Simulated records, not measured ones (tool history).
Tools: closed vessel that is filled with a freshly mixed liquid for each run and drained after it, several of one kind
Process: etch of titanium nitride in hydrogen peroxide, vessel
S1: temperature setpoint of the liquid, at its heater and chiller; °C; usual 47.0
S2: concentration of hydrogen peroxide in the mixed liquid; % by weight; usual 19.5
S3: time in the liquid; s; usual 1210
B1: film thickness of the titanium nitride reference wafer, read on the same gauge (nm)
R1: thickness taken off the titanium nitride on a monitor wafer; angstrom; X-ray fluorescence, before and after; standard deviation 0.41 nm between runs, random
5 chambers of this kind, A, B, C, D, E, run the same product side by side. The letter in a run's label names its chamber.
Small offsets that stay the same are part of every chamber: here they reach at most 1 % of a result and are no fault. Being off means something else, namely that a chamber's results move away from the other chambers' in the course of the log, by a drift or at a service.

run     day    S1    S2    S3      B1      R1
 1B   0.496  47.0  19.5  1210  69.964  503.90
 2C   0.958  47.0  19.5  1210  69.993  502.72
      1.175  -- chamber A: new drum of peroxide connected
 3A   1.471  47.0  19.5  1210  70.011  498.86
 4E   2.008  47.0  19.5  1210  70.002  502.85
 5D   2.500  47.0  19.5  1210  70.012  510.01
 6A   2.783  47.0  19.5  1210  70.021  489.95
      3.296  -- chamber A: thermometer replaced
 7E   3.312  47.0  19.5  1210  69.970  508.00
 8D   3.825  47.0  19.5  1210  70.005  510.23
 9C   4.250  47.0  19.5  1210  69.995  501.65
10B   4.592  47.0  19.5  1210  69.994  498.16
11D   5.121  47.0  19.5  1210  69.971  511.93
12B   5.588  47.0  24.5   545  70.017  238.11
13A   5.842  47.0  24.5   545  70.019  233.04
14E   6.150  47.0  24.5   545  70.004  242.14
15C   6.462  47.0  24.5   545  70.010  236.30
16B   6.900  47.0  24.5   545  69.967  232.92
17C   7.242  47.0  19.5  1210  69.963  501.96
18E   7.683  53.5  19.5  1210  70.024  817.51
19A   8.138  53.5  19.5  1210  69.954  803.17
20D   8.571  53.5  19.5  1210  70.043  797.99
21B   9.108  53.5  19.5  1210  70.000  773.24
22D   9.633  53.5  19.5  1210  70.016  804.89
23C  10.096  47.0  19.5  1210  70.000  493.38
24A  10.617  47.0  19.5  1210  70.005  501.61
25E  10.962  47.0  19.5  1210  69.991  511.74
     11.033  -- chamber C: peroxide flow meter replaced
26B  11.279  47.0  19.5  1210  70.000  479.22
27A  11.621  47.0  19.5  1210  69.984  504.34
28C  11.892  47.0  19.5  1540  69.956  634.67
29E  12.279  47.0  19.5  1540  70.007  653.67
30D  12.696  47.0  19.5  1540  70.006  645.92
31B  13.012  47.0  19.5  1540  70.026  597.54
32C  13.292  47.0  19.5  1540  69.998  637.11
33E  13.592  47.0  19.5  1210  69.980  503.88
34A  14.121  47.0  19.5  1210  70.003  494.51
35D  14.392  47.0  19.5  1210  70.019  508.35
     14.758  -- chamber D: new drum of peroxide connected
36B  14.854  47.0  19.5  1210  69.985  456.82
     14.917  -- chamber A: new drum of peroxide connected
37D  15.246  47.0  19.5  1210  70.009  507.74
38E  15.642  47.0  19.5  1210  70.004  506.38
39C  16.012  47.0  19.5  1210  70.015  502.90
40A  16.542  47.0  19.5  1210  69.993  499.23
41A  16.900  47.0  19.5  1210  69.985  501.55
42D  17.288  37.5  14.0  1210  69.955  230.32
43C  17.596  37.5  14.0  1210  69.989  228.02
     17.796  -- chamber B: peroxide flow meter replaced
44B  17.862  37.5  14.0  1210  69.982  205.78

All 5 chambers run these settings next. Forecast each chamber's results:
45A  18.267  47.0  19.5  1210       ?
45B  18.267  47.0  19.5  1210       ?
45C  18.267  47.0  19.5  1210       ?
45D  18.267  47.0  19.5  1210       ?
45E  18.267  47.0  19.5  1210       ?

run      R1
45A  501.48
45B  456.40
45C  504.91
45D  502.94
45E  506.53
